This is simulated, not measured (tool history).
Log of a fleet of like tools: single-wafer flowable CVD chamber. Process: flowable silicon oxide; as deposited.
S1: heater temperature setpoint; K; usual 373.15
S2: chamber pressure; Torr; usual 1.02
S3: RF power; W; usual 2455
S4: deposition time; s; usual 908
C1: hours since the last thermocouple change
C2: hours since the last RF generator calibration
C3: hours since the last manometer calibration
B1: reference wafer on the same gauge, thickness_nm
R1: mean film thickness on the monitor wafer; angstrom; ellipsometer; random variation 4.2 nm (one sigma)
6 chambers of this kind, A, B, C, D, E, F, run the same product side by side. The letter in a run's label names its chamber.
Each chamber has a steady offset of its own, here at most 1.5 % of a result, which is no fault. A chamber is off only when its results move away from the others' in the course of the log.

run   hour      S1    S2    S3   S4      C1      C2      C3      B1       R1
       5.3  -- chamber D: RF generator calibrated
 1C   12.0  373.15  1.02  2455  908  1104.4   890.0  1354.7  780.70   7762.6
 2F   28.1  373.15  1.02  2455  908   802.0   599.3   778.7  780.98   7605.9
 3E   41.4  373.15  1.02  2455  908   759.1   346.4   251.1  780.81   7814.1
 4A   52.9  373.15  1.02  2455  908  1352.7   686.8   618.3  781.30   7771.0
 5B   62.8  373.15  1.02  2455  908  2014.9  1583.9   612.0  780.74   7718.9
 6D   73.3  361.15  1.02  2455  908  1664.5    68.0   495.5  781.27  11257.0
      81.3  -- chamber F: thermocouple changed; heater temperature recalibrated
 7F   88.6  361.15  1.02  2455  908     7.4   659.8   839.2  780.70  11197.0
 8A  105.0  361.15  1.02  2455  908  1404.8   738.9   670.4  780.99  11361.0
 9E  114.0  361.15  1.02  2455  908   831.7   419.0   323.7  780.72  11435.0
10B  122.2  361.15  1.02  2455  908  2074.3  1643.3   671.4  781.33  11516.0
11C  136.1  361.15  1.02  2455  908  1228.5  1014.1  1478.8  780.63  11507.0
12D  145.3  373.15  1.02  2455  908  1736.5   140.0   567.5  779.70   7681.7
13C  159.9  373.15  1.02  2455  908  1252.3  1037.9  1502.6  781.33   7728.4
14F  175.3  373.15  1.02  2455  908    94.1   746.5   925.9  780.21   7623.3
15B  182.5  373.15  1.02  2455  908  2134.6  1703.6   731.7  780.73   7696.6
     188.8  -- chamber C: RF generator calibrated
16A  190.7  373.15  1.02  2455  908  1490.5   824.6   756.1  781.59   7714.0
17E  207.1  373.15  1.02  2455  908   924.8   512.1   416.8  781.04   7825.5
18D  214.7  373.15  1.02  2455  908  1805.9   209.4   636.9  780.54   7695.7
     222.4  -- chamber F: capacitance manometer re-zeroed and calibrated
19B  226.0  373.15  1.02  2455  908  2178.1  1747.1   775.2  780.48   7737.2
20F  241.9  373.15  1.02  2455  908   160.7   813.1    19.5  780.83   7655.0
21D  255.2  373.15  1.02  2455  908  1846.4   249.9   677.4  781.30   7666.9
22E  266.0  373.15  1.02  2455  908   983.7   571.0   475.7  780.61   7747.6
23C  282.1  373.15  1.02  2455  908  1374.5    93.3  1624.8  781.24   7747.0
24A  292.5  373.15  1.02  2455  908  1592.3   926.4   857.9  780.82   7724.2
25D  305.0  373.15  1.02  2455  908  1896.2   299.7   727.2  780.67   7700.9
26B  313.9  373.15  1.19  2455  908  2266.0  1835.0   863.1  780.59   9257.0
27C  329.8  373.15  1.19  2455  908  1422.2   141.0  1672.5  781.00   9333.1
     339.5  -- chamber A: RF generator calibrated
28F  346.3  373.15  1.19  2455  908   265.1   917.5   123.9  780.54   9098.5
29E  359.3  373.15  1.19  2455  908  1077.0   664.3   569.0  782.69   9289.0
     367.7  -- chamber B: capacitance manometer re-zeroed and calibrated
30A  367.7  373.15  1.19  2455  908  1667.5    28.3   933.1  781.90   9130.5
31A  380.0  373.15  1.19  2455  908  1679.8    40.6   945.4  781.64   9183.3
32E  393.8  373.15  1.02  2455  908  1111.5   698.8   603.5  780.75   7776.3
33C  402.6  373.15  1.02  2455  908  1495.0   213.8  1745.3  781.78   7708.9
34D  411.1  373.15  1.02  2455  908  2002.3   405.8   833.3  780.50   7741.4
35B  423.7  373.15  1.02  2455  908  2375.8  1944.8    56.0  780.04   7819.6
36F  433.6  373.15  1.02  2455  908   352.4  1004.8   211.2  780.61   7675.1
37C  448.4  373.15  1.02  2185  908  1540.8   259.6  1791.1  781.78   7593.8
38D  456.0  373.15  1.02  2185  908  2047.2   450.7   878.2  781.42   7572.5

What goes on in this fleet: one chamber off, a drifting gauge, or nothing beyond the chambers' own small offsets? Name the chamber and the cause, if any.

No chamber stands off beyond its own small offset, and the gauge holds steady.
